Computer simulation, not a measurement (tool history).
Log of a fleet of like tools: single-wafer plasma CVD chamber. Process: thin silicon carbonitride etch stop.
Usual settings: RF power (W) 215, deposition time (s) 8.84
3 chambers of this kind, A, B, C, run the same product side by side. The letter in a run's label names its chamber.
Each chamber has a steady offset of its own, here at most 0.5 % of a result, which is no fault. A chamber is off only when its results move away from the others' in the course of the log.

run,hour,RF power (W),deposition time (s),"read-back reference wafer on the same gauge, thickness_nm",mean film thickness on the monitor wafer (nm)
1A,10.6,215,8.84,4.9008,5.1330
2B,20.6,215,8.84,4.8977,5.1264
3C,31.5,215,8.84,4.8996,5.1473
4B,40.8,215,8.84,4.9000,5.1381
5C,47.8,215,8.84,4.8997,5.1494
6A,56.0,215,8.84,4.9016,5.1454
7C,64.5,215,8.84,4.8970,5.1558
8B,75.4,215,8.84,4.9006,5.1436
9A,80.4,215,8.84,4.9007,5.1500
10B,91.5,215,8.84,4.9015,5.1230
11C,96.4,215,8.84,4.9012,5.1432
# hour 98.9: chamber C: thermocouple changed; heater temperature recalibrated
12A,103.3,215,7.82,4.8992,4.5748
13B,114.3,215,7.82,4.8995,4.5362
14C,124.4,215,7.82,4.8998,4.5382
15A,132.6,215,8.84,4.9017,5.1468
16A,139.3,215,8.84,4.8960,5.1775
17C,145.7,215,8.84,4.9008,5.1511
18B,154.7,215,8.84,4.8988,5.1250
19B,164.1,215,8.84,4.9002,5.1197
20C,171.1,215,8.84,4.8974,5.1571
21A,178.6,215,8.84,4.8978,5.1539
22C,187.4,215,8.84,4.9009,5.1434
23A,193.5,250,10.29,4.8997,6.3039
24B,198.4,250,10.29,4.8996,6.2629
# hour 199.2: chamber B: thermocouple changed; heater temperature recalibrated
25B,203.6,250,10.29,4.8993,6.2267
26C,208.9,215,8.84,4.9002,5.1339
27A,216.3,215,8.84,4.8997,5.1457
28C,226.5,215,8.84,4.9002,5.1388
29B,235.7,215,8.84,4.8994,5.1106
30A,244.8,215,8.84,4.9014,5.1752
31B,252.4,215,8.84,4.8986,5.1163
32C,259.5,215,8.84,4.9006,5.1472
33A,266.3,215,8.84,4.8992,5.1683
34B,275.9,215,8.84,4.9010,5.1351
35A,283.1,215,8.84,4.9006,5.1461
36C,288.5,215,8.84,4.8978,5.1562
37A,298.0,215,8.84,4.9016,5.1401

All 3 chambers run these settings next. Forecast each chamber's results:
38A,305.9,215,8.84,,?
38B,305.9,215,8.84,,?
38C,305.9,215,8.84,,?

run,mean film thickness on the monitor wafer (nm)
38A,5.1511
38B,5.1461
38C,5.1473
